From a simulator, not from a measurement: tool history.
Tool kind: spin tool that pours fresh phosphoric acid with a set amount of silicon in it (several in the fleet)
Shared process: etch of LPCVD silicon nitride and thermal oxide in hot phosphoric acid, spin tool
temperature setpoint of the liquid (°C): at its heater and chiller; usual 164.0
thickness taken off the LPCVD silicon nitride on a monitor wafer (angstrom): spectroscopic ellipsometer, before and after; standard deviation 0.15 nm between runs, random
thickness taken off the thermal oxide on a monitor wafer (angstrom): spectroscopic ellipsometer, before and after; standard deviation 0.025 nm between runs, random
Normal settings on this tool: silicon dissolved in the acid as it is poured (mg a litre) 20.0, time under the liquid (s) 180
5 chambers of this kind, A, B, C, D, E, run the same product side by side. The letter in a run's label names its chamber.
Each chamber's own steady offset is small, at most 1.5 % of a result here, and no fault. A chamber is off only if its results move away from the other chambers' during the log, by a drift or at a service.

run	day	temperature setpoint of the liquid (°C)	silicon dissolved in the acid as it is poured (mg a litre)	time under the liquid (s)	hours since the thermometer was replaced	hours since the dissolved silicon flow meter was replaced	hours since the heated supply line was repaired	read-back film thickness of the LPCVD silicon nitride reference wafer, read on the same gauge (nm)	read-back film thickness of the thermal oxide reference wafer, read on the same gauge (nm)	thickness taken off the LPCVD silicon nitride on a monitor wafer (angstrom)	thickness taken off the thermal oxide on a monitor wafer (angstrom)
1C	0.308	164.0	20.0	180	1102.4	1035.6	845.3	130.02	110.00	177.39	3.9159
2E	0.533	164.0	20.0	180	412.8	167.6	904.9	129.96	110.01	179.17	4.0346
3A	0.746	164.0	20.0	180	2083.0	1793.5	1014.8	130.04	109.99	177.01	4.4939
# day 0.871: chamber B: dissolved silicon flow meter replaced
4B	0.958	164.0	20.0	180	656.7	2.2	166.3	130.01	109.99	176.01	4.3012
5D	1.304	164.0	20.0	180	1100.2	275.2	1765.0	129.99	109.99	173.73	4.2654
6A	1.675	164.0	20.0	180	2105.3	1815.8	1037.1	130.00	110.01	176.83	3.8781
# day 1.679: chamber A: thermometer replaced
7D	1.921	166.5	9.5	180	1115.0	290.0	1779.8	129.99	109.99	189.63	5.8345
8E	2.308	166.5	9.5	180	455.4	210.2	947.5	129.98	109.98	196.80	7.0293
9C	2.667	166.5	9.5	180	1159.0	1092.2	901.9	129.98	110.01	193.43	6.2186
10B	2.958	166.5	9.5	180	704.7	50.2	214.3	130.00	109.99	192.79	6.6315
11D	3.167	166.5	9.5	180	1144.9	319.9	1809.7	130.01	110.01	187.79	6.2488
12B	3.429	164.0	20.0	180	716.0	61.5	225.6	130.03	110.00	174.76	4.1745
13E	3.767	164.0	27.5	265	490.4	245.2	982.5	129.97	109.99	263.03	4.9621
14A	4.200	164.0	27.5	265	60.6	1876.4	1097.7	130.03	109.99	259.32	5.4188
15C	4.550	164.0	27.5	265	1204.2	1137.4	947.1	130.03	110.00	261.04	5.1138
16E	4.896	164.0	27.5	265	517.5	272.3	1009.6	129.99	109.99	256.89	4.2092
17A	5.133	164.0	27.5	265	83.0	1898.8	1120.1	129.98	109.97	258.12	5.1500
18C	5.446	164.0	20.0	180	1225.7	1158.9	968.6	129.97	110.02	175.56	4.1947
19D	5.708	164.0	20.0	180	1205.9	380.9	1870.7	130.01	109.98	175.43	4.3059
20B	6.133	164.0	20.0	180	780.9	126.4	290.5	130.02	109.99	176.63	4.2375
21D	6.488	164.0	20.0	180	1224.6	399.6	1889.4	129.95	110.01	174.79	4.0358
22C	6.817	164.0	20.0	180	1258.6	1191.8	1001.5	130.02	110.00	176.02	4.3534
23A	7.146	164.0	20.0	180	131.3	1947.1	1168.4	129.99	110.00	178.47	4.1282
24E	7.454	164.0	20.0	180	578.9	333.7	1071.0	129.98	110.01	170.62	3.7639
# day 7.550: chamber C: dissolved silicon flow meter replaced
25B	7.833	166.5	20.0	180	821.7	167.2	331.3	130.04	109.99	190.95	4.3313
# day 8.100: chamber A: dissolved silicon flow meter replaced
26C	8.192	166.5	20.0	180	1291.6	15.5	1034.5	130.01	110.02	192.94	5.1577
27A	8.575	166.5	20.0	180	165.6	11.5	1202.7	130.04	110.00	192.53	4.8888
28E	8.812	166.5	20.0	180	611.5	366.3	1103.6	129.97	109.99	181.91	4.6557
29D	9.254	166.5	20.0	180	1291.0	466.0	1955.8	130.00	109.98	190.93	4.6727
30B	9.558	164.0	20.0	180	863.1	208.6	372.7	130.01	110.02	176.10	4.2853
31A	9.921	164.0	20.0	180	197.9	43.8	1235.0	130.03	109.99	175.47	4.3214
32E	10.146	164.0	20.0	180	643.5	398.3	1135.6	129.96	110.02	165.91	3.2949
33C	10.488	164.0	20.0	180	1346.7	70.6	1089.6	130.07	110.02	176.30	4.4175
34B	10.708	164.0	20.0	180	890.7	236.2	400.3	129.99	109.99	176.79	4.1157
35D	11.075	164.0	20.0	180	1334.7	509.7	1999.5	130.02	109.99	177.09	3.5835
36B	11.367	164.0	20.0	180	906.5	252.0	416.1	130.00	109.99	176.29	4.0895

Next, all 5 chambers run the settings below, one line each with question marks for the results. What does each chamber give?
37A	11.688	162.0	20.0	180						?	?
37B	11.688	162.0	20.0	180						?	?
37C	11.688	162.0	20.0	180						?	?
37D	11.688	162.0	20.0	180						?	?
37E	11.688	162.0	20.0	180						?	?

run	thickness taken off the LPCVD silicon nitride on a monitor wafer (angstrom)	thickness taken off the thermal oxide on a monitor wafer (angstrom)
37A	168.11	3.5902
37B	163.80	3.9677
37C	165.97	3.5012
37D	161.80	3.7114
37E	152.66	2.8930

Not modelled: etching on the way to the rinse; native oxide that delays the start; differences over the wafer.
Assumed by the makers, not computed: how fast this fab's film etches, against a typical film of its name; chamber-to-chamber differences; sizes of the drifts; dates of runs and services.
